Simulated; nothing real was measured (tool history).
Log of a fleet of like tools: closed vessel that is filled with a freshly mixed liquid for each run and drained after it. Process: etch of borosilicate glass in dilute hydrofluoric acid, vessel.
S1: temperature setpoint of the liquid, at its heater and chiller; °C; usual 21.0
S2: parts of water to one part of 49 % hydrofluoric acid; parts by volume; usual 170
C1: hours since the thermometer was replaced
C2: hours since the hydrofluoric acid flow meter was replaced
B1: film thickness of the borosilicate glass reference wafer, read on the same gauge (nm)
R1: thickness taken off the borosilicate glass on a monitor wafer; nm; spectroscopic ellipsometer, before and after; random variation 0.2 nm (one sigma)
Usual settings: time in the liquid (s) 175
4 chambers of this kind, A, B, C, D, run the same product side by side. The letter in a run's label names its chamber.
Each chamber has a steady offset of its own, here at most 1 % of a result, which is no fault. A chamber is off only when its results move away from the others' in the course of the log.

run 1D hour=11.9 | S1=21.0 S2=170 time_in_the_liquid_(s)=175 | C1=784.0 C2=783.1 | B1=30.004 | R1=31.740
run 2A hour=20.9 | S1=21.0 S2=170 time_in_the_liquid_(s)=175 | C1=963.6 C2=178.2 | B1=29.984 | R1=32.067
run 3C hour=33.7 | S1=21.0 S2=170 time_in_the_liquid_(s)=175 | C1=755.9 C2=836.1 | B1=30.003 | R1=32.061
run 4B hour=44.0 | S1=21.0 S2=170 time_in_the_liquid_(s)=175 | C1=383.8 C2=1631.8 | B1=29.985 | R1=31.741
run 5C hour=55.9 | S1=21.0 S2=170 time_in_the_liquid_(s)=175 | C1=778.1 C2=858.3 | B1=30.032 | R1=32.541
run 6A hour=63.6 | S1=21.0 S2=170 time_in_the_liquid_(s)=175 | C1=1006.3 C2=220.9 | B1=29.995 | R1=31.895
run 7B hour=70.1 | S1=21.0 S2=170 time_in_the_liquid_(s)=175 | C1=409.9 C2=1657.9 | B1=30.016 | R1=31.970
run 8D hour=78.6 | S1=21.0 S2=170 time_in_the_liquid_(s)=175 | C1=850.7 C2=849.8 | B1=29.969 | R1=31.845
run 9A hour=88.2 | S1=21.0 S2=170 time_in_the_liquid_(s)=175 | C1=1030.9 C2=245.5 | B1=30.023 | R1=31.807
run 10B hour=98.6 | S1=21.0 S2=170 time_in_the_liquid_(s)=175 | C1=438.4 C2=1686.4 | B1=30.005 | R1=31.483
run 11C hour=108.8 | S1=21.0 S2=170 time_in_the_liquid_(s)=175 | C1=831.0 C2=911.2 | B1=29.981 | R1=32.247
-- hour=114.5 chamber B: hydrofluoric acid flow meter replaced
run 12D hour=118.6 | S1=21.0 S2=170 time_in_the_liquid_(s)=175 | C1=890.7 C2=889.8 | B1=29.979 | R1=32.072
run 13B hour=129.1 | S1=21.0 S2=235 time_in_the_liquid_(s)=250 | C1=468.9 C2=14.6 | B1=29.995 | R1=30.587
run 14D hour=139.3 | S1=21.0 S2=235 time_in_the_liquid_(s)=250 | C1=911.4 C2=910.5 | B1=29.999 | R1=30.912
run 15C hour=146.6 | S1=21.0 S2=235 time_in_the_liquid_(s)=250 | C1=868.8 C2=949.0 | B1=30.016 | R1=31.190
run 16A hour=158.5 | S1=21.0 S2=235 time_in_the_liquid_(s)=250 | C1=1101.2 C2=315.8 | B1=30.008 | R1=30.990
run 17D hour=167.7 | S1=24.5 S2=170 time_in_the_liquid_(s)=230 | C1=939.8 C2=938.9 | B1=30.006 | R1=48.252
run 18A hour=174.2 | S1=24.5 S2=170 time_in_the_liquid_(s)=230 | C1=1116.9 C2=331.5 | B1=29.975 | R1=48.035
-- hour=174.8 chamber D: thermometer replaced
run 19C hour=181.7 | S1=24.5 S2=170 time_in_the_liquid_(s)=230 | C1=903.9 C2=984.1 | B1=30.032 | R1=47.919
run 20B hour=194.1 | S1=24.5 S2=170 time_in_the_liquid_(s)=230 | C1=533.9 C2=79.6 | B1=30.001 | R1=47.664
run 21C hour=206.7 | S1=21.0 S2=170 time_in_the_liquid_(s)=175 | C1=928.9 C2=1009.1 | B1=29.999 | R1=32.058
run 22A hour=216.7 | S1=21.0 S2=170 time_in_the_liquid_(s)=175 | C1=1159.4 C2=374.0 | B1=29.999 | R1=32.102
run 23D hour=225.6 | S1=21.0 S2=170 time_in_the_liquid_(s)=175 | C1=50.8 C2=996.8 | B1=30.003 | R1=32.742
run 24B hour=237.2 | S1=21.0 S2=170 time_in_the_liquid_(s)=175 | C1=577.0 C2=122.7 | B1=30.020 | R1=31.360
run 25C hour=245.1 | S1=21.0 S2=170 time_in_the_liquid_(s)=175 | C1=967.3 C2=1047.5 | B1=29.979 | R1=31.775
run 26B hour=256.4 | S1=21.0 S2=170 time_in_the_liquid_(s)=175 | C1=596.2 C2=141.9 | B1=30.032 | R1=31.632
run 27A hour=268.7 | S1=21.0 S2=200 time_in_the_liquid_(s)=265 | C1=1211.4 C2=426.0 | B1=30.001 | R1=39.823
run 28D hour=274.6 | S1=21.0 S2=200 time_in_the_liquid_(s)=265 | C1=99.8 C2=1045.8 | B1=30.008 | R1=41.527
run 29C hour=287.0 | S1=21.0 S2=200 time_in_the_liquid_(s)=265 | C1=1009.2 C2=1089.4 | B1=29.994 | R1=40.266
run 30D hour=292.6 | S1=21.0 S2=200 time_in_the_liquid_(s)=265 | C1=117.8 C2=1063.8 | B1=30.018 | R1=41.767
run 31A hour=300.1 | S1=21.0 S2=170 time_in_the_liquid_(s)=175 | C1=1242.8 C2=457.4 | B1=30.016 | R1=32.198
run 32B hour=309.6 | S1=21.0 S2=170 time_in_the_liquid_(s)=175 | C1=649.4 C2=195.1 | B1=30.002 | R1=31.386
run 33D hour=321.6 | S1=21.0 S2=170 time_in_the_liquid_(s)=175 | C1=146.8 C2=1092.8 | B1=29.989 | R1=33.700
run 34C hour=334.5 | S1=21.0 S2=170 time_in_the_liquid_(s)=175 | C1=1056.7 C2=1136.9 | B1=29.984 | R1=32.474
run 35A hour=342.1 | S1=21.0 S2=170 time_in_the_liquid_(s)=175 | C1=1284.8 C2=499.4 | B1=30.021 | R1=32.233
run 36B hour=347.9 | S1=21.0 S2=170 time_in_the_liquid_(s)=175 | C1=687.7 C2=233.4 | B1=30.010 | R1=31.837
run 37B hour=355.3 | S1=21.0 S2=170 time_in_the_liquid_(s)=175 | C1=695.1 C2=240.8 | B1=29.985 | R1=31.561
run 38A hour=363.7 | S1=21.0 S2=170 time_in_the_liquid_(s)=175 | C1=1306.4 C2=521.0 | B1=30.001 | R1=31.838
run 39D hour=375.9 | S1=21.0 S2=105 time_in_the_liquid_(s)=175 | C1=201.1 C2=1147.1 | B1=30.044 | R1=59.428
run 40C hour=385.6 | S1=21.0 S2=105 time_in_the_liquid_(s)=175 | C1=1107.8 C2=1188.0 | B1=29.979 | R1=56.294
run 41B hour=396.7 | S1=21.0 S2=105 time_in_the_liquid_(s)=175 | C1=736.5 C2=282.2 | B1=29.991 | R1=55.661
run 42D hour=403.9 | S1=21.0 S2=105 time_in_the_liquid_(s)=175 | C1=229.1 C2=1175.1 | B1=30.028 | R1=59.120

Next, every chamber runs the same settings. What will each give?
run 43A hour=413.2 | S1=21.0 S2=170 time_in_the_liquid_(s)=175 | R1=?
run 43B hour=413.2 | S1=21.0 S2=170 time_in_the_liquid_(s)=175 | R1=?
run 43C hour=413.2 | S1=21.0 S2=170 time_in_the_liquid_(s)=175 | R1=?
run 43D hour=413.2 | S1=21.0 S2=170 time_in_the_liquid_(s)=175 | R1=?

run=43A R1=31.728
run=43B R1=31.765
run=43C R1=32.218
run=43D R1=34.483
